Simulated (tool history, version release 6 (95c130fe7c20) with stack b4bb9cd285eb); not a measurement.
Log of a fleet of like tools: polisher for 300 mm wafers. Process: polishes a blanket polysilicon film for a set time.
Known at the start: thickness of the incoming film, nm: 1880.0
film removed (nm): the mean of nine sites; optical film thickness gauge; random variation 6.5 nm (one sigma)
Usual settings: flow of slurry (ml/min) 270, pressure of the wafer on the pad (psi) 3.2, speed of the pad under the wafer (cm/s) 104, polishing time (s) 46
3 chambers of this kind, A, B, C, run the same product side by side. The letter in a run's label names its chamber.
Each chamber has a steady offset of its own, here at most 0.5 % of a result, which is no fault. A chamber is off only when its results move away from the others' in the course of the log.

run,day,flow of slurry (ml/min),pressure of the wafer on the pad (psi),speed of the pad under the wafer (cm/s),polishing time (s),wafers polished on this pad,hours since the slurry nozzle was cleaned,hours since the head pressure was calibrated,film removed (nm)
1C,0.358,270,3.2,104,46,159,75.4,805.3,542.25
2A,0.617,270,3.2,104,46,206,120.6,73.6,538.19
# day 0.767: chamber B: worn pad replaced by a new one
3B,0.958,270,3.2,104,46,38,548.1,436.8,536.16
4B,1.367,270,3.2,104,46,119,557.9,446.6,539.27
5A,1.754,305,3.8,104,46,431,147.9,100.9,644.59
6C,2.142,305,3.8,104,46,511,118.2,848.1,634.78
7C,2.433,305,3.8,104,46,569,125.2,855.1,650.8
8A,2.929,270,3.2,104,46,663,176.1,129.1,534.72
# day 3.158: chamber A: worn pad replaced by a new one
9B,3.483,270,3.2,104,46,537,608.7,497.4,540.72
# day 3.575: chamber B: slurry nozzle cleaned
10C,3.933,270,3.2,104,46,866,161.2,891.1,538.57
11A,4.421,270,3.2,104,46,249,211.9,164.9,535.23
12B,4.712,270,3.2,104,46,780,27.4,526.9,528.8
13B,5.062,270,3.2,104,46,850,35.8,535.3,536.3
# day 5.279: chamber B: worn pad replaced by a new one
14A,5.504,270,3.2,104,46,464,237.9,190.9,551.35
15C,5.862,270,3.2,104,46,1247,207.5,937.4,540.68
# day 6.017: chamber C: head pressure recalibrated
16B,6.125,270,3.2,104,46,167,61.3,560.8,531.03
# day 6.162: chamber C: worn pad replaced by a new one
# day 6.283: chamber A: worn pad replaced by a new one
17C,6.654,270,3.2,104,46,97,226.5,15.3,604.93
18A,6.954,270,3.2,104,46,132,272.7,225.7,531.27
19A,7.317,270,3.2,104,46,204,281.4,234.4,549.2
20B,7.596,270,3.2,104,46,458,96.6,596.1,538.54
# day 7.679: chamber C: slurry nozzle cleaned
21C,7.9,270,3.2,104,46,344,5.4,45.2,600.29
22C,8.325,270,3.2,104,46,428,15.6,55.4,586.7
23A,8.638,270,3.2,104,46,465,313.1,266.1,543.64
24B,8.879,270,3.2,104,46,712,127.4,626.9,539.91
25A,9.25,270,3.2,104,46,586,327.8,280.8,550.49
# day 9.304: chamber A: worn pad replaced by a new one
# day 9.338: chamber B: worn pad replaced by a new one
# day 9.396: chamber A: slurry nozzle cleaned
26C,9.696,270,3.2,104,46,699,48.5,88.3,599.44
27B,10.171,270,3.2,104,46,165,158.4,657.9,532.56
28B,10.667,270,3.2,104,46,263,170.3,669.8,527.13
29C,11.004,270,3.2,104,46,958,79.9,119.7,594.23
30A,11.504,340,3.2,104,46,435,50.6,334.9,565.79
31B,11.958,340,3.2,104,46,519,201.3,700.8,559.9
32A,12.508,340,3.2,104,46,633,74.7,359,562.81
# day 12.783: chamber A: worn pad replaced by a new one
33C,13.058,270,3.2,104,46,1364,129.2,169,601.22
# day 13.158: chamber C: worn pad replaced by a new one
34A,13.604,270,3.2,104,46,162,101,385.3,539.97
35C,13.988,270,3.2,104,46,164,151.5,191.3,598.61

Is one chamber off against the others, does the gauge drift, or is nothing wrong? If a chamber is off, say which, and what the likeliest cause is.

A service left chamber C off against the others.
Cause: head's pressure above its setpoint, % = 9.47.

Here are 4 candidates for chamber C's next run, each the usual settings with a change, their results left as question marks. Which one brings its results back in line with what the others give on the usual settings?
In line means no further than this from the other chambers' mean on the usual settings: film removed (nm) 23
36C-1,14.392,270,3.4,112,49,,,,?
36C-2,14.392,265,3.2,84,46,,,,?
36C-3,14.392,270,3.4,104,48,,,,?
36C-4,14.392,270,3.1,100,44,,,,?

The other chambers' mean on the usual settings: film removed (nm) 540.12
run,film removed (nm)
36C-1,730.24
36C-2,481.56
36C-3,663.74
36C-4,533.38
36C-4 brings the chamber back in line.
